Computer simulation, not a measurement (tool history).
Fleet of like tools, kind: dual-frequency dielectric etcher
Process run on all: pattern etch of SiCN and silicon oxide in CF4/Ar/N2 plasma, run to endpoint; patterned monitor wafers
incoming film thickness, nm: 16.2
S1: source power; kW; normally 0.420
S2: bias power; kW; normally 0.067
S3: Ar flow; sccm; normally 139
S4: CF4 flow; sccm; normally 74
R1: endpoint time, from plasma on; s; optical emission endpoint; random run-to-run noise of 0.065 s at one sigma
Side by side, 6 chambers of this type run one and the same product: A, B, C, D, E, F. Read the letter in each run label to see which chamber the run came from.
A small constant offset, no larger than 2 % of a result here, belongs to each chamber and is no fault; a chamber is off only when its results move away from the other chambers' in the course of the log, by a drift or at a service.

{"run": "1F", "day": 0.167, "S1": 0.42, "S2": 0.067, "S3": 139, "S4": 74, "R1": 21.375}
{"run": "2A", "day": 0.271, "S1": 0.42, "S2": 0.067, "S3": 139, "S4": 74, "R1": 21.42}
{"run": "3D", "day": 0.388, "S1": 0.42, "S2": 0.067, "S3": 139, "S4": 74, "R1": 21.005}
{"run": "4B", "day": 0.538, "S1": 0.42, "S2": 0.067, "S3": 139, "S4": 74, "R1": 21.351}
{"run": "5C", "day": 0.733, "S1": 0.42, "S2": 0.067, "S3": 139, "S4": 74, "R1": 20.991}
{"run": "6E", "day": 0.875, "S1": 0.42, "S2": 0.067, "S3": 139, "S4": 74, "R1": 21.463}
{"run": "7C", "day": 1.033, "S1": 0.42, "S2": 0.067, "S3": 139, "S4": 74, "R1": 21.044}
{"run": "8E", "day": 1.162, "S1": 0.42, "S2": 0.067, "S3": 139, "S4": 74, "R1": 21.382}
{"run": "9D", "day": 1.304, "S1": 0.42, "S2": 0.067, "S3": 139, "S4": 74, "R1": 21.121}
{"run": "10A", "day": 1.425, "S1": 0.42, "S2": 0.067, "S3": 111, "S4": 74, "R1": 20.643}
{"run": "11F", "day": 1.633, "S1": 0.42, "S2": 0.067, "S3": 111, "S4": 74, "R1": 20.662}
{"run": "12B", "day": 1.788, "S1": 0.42, "S2": 0.067, "S3": 111, "S4": 74, "R1": 20.564}
{"run": "13F", "day": 1.954, "S1": 0.42, "S2": 0.067, "S3": 111, "S4": 74, "R1": 20.749}
{"run": "14D", "day": 2.062, "S1": 0.42, "S2": 0.067, "S3": 111, "S4": 74, "R1": 20.354}
{"run": "15E", "day": 2.229, "S1": 0.42, "S2": 0.067, "S3": 111, "S4": 74, "R1": 20.657}
{"run": "16A", "day": 2.375, "S1": 0.42, "S2": 0.067, "S3": 139, "S4": 74, "R1": 21.359}
{"run": "17C", "day": 2.483, "S1": 0.42, "S2": 0.067, "S3": 139, "S4": 74, "R1": 20.967}
{"day": 2.554, "done": "chamber A: wet clean of the chamber"}
{"run": "18B", "day": 2.625, "S1": 0.42, "S2": 0.067, "S3": 139, "S4": 74, "R1": 21.39}
{"run": "19B", "day": 2.779, "S1": 0.35, "S2": 0.067, "S3": 139, "S4": 74, "R1": 25.147}
{"run": "20C", "day": 2.904, "S1": 0.35, "S2": 0.067, "S3": 139, "S4": 74, "R1": 24.595}
{"day": 3.042, "done": "chamber D: wet clean of the chamber"}
{"run": "21E", "day": 3.042, "S1": 0.35, "S2": 0.067, "S3": 139, "S4": 74, "R1": 25.164}
{"run": "22D", "day": 3.179, "S1": 0.35, "S2": 0.067, "S3": 139, "S4": 74, "R1": 25.727}
{"run": "23A", "day": 3.308, "S1": 0.35, "S2": 0.067, "S3": 139, "S4": 74, "R1": 25.141}
{"run": "24F", "day": 3.408, "S1": 0.35, "S2": 0.067, "S3": 139, "S4": 74, "R1": 25.084}
{"run": "25E", "day": 3.521, "S1": 0.42, "S2": 0.067, "S3": 139, "S4": 74, "R1": 21.586}
{"run": "26A", "day": 3.642, "S1": 0.42, "S2": 0.067, "S3": 139, "S4": 74, "R1": 21.426}
{"run": "27B", "day": 3.804, "S1": 0.42, "S2": 0.053, "S3": 139, "S4": 74, "R1": 23.236}
{"run": "28C", "day": 3.9, "S1": 0.42, "S2": 0.053, "S3": 139, "S4": 74, "R1": 22.819}
{"run": "29D", "day": 4.038, "S1": 0.42, "S2": 0.053, "S3": 139, "S4": 74, "R1": 23.578}
{"day": 4.117, "done": "chamber E: bias power generator calibrated"}
{"run": "30F", "day": 4.175, "S1": 0.42, "S2": 0.053, "S3": 139, "S4": 74, "R1": 23.279}
{"run": "31F", "day": 4.333, "S1": 0.42, "S2": 0.053, "S3": 139, "S4": 74, "R1": 23.078}
{"run": "32C", "day": 4.508, "S1": 0.42, "S2": 0.053, "S3": 139, "S4": 74, "R1": 22.963}
{"run": "33E", "day": 4.646, "S1": 0.42, "S2": 0.067, "S3": 139, "S4": 74, "R1": 21.424}
{"run": "34A", "day": 4.854, "S1": 0.42, "S2": 0.067, "S3": 139, "S4": 74, "R1": 21.363}
{"run": "35B", "day": 4.992, "S1": 0.42, "S2": 0.067, "S3": 139, "S4": 74, "R1": 21.405}
{"run": "36D", "day": 5.162, "S1": 0.42, "S2": 0.067, "S3": 139, "S4": 74, "R1": 21.879}
{"run": "37F", "day": 5.275, "S1": 0.42, "S2": 0.054, "S3": 139, "S4": 74, "R1": 23.001}
{"run": "38B", "day": 5.371, "S1": 0.42, "S2": 0.054, "S3": 139, "S4": 74, "R1": 22.956}
{"run": "39A", "day": 5.512, "S1": 0.42, "S2": 0.054, "S3": 139, "S4": 74, "R1": 23.115}
{"run": "40C", "day": 5.658, "S1": 0.42, "S2": 0.054, "S3": 139, "S4": 74, "R1": 22.603}

Has any chamber moved away from the others, gradually or after a service, or does the common gauge drift, or do the chambers differ only by their own small steady offsets? State the chamber and the most likely cause if one applies.

Chamber D came out of a service off from its peers and stayed that way.
Cause: etch rate under this chamber's usual, % = 3.6.

Chamber D could run next with any of the 4 candidate recipes listed below; each alters the usual settings, and their results appear as question marks. Which one brings its results back in line with what the other chambers deliver on the usual settings?
To be in line, a result may differ from the other chambers' mean on the usual settings by at most: R1 0.230 s
{"run": "41D-1", "day": 5.812, "S1": 0.42, "S2": 0.064, "S3": 142, "S4": 72, "R1": "?"}
{"run": "41D-2", "day": 5.812, "S1": 0.43, "S2": 0.068, "S3": 139, "S4": 74, "R1": "?"}
{"run": "41D-3", "day": 5.812, "S1": 0.42, "S2": 0.058, "S3": 139, "S4": 74, "R1": "?"}
{"run": "41D-4", "day": 5.812, "S1": 0.42, "S2": 0.074, "S3": 132, "S4": 74, "R1": "?"}

Usual-settings mean across the other chambers: R1 21.328 s
run=41D-1 R1=22.381
run=41D-2 R1=21.296
run=41D-3 R1=22.952
run=41D-4 R1=20.950
The answer is 41D-2, which returns the chamber to within the allowed miss of the others.
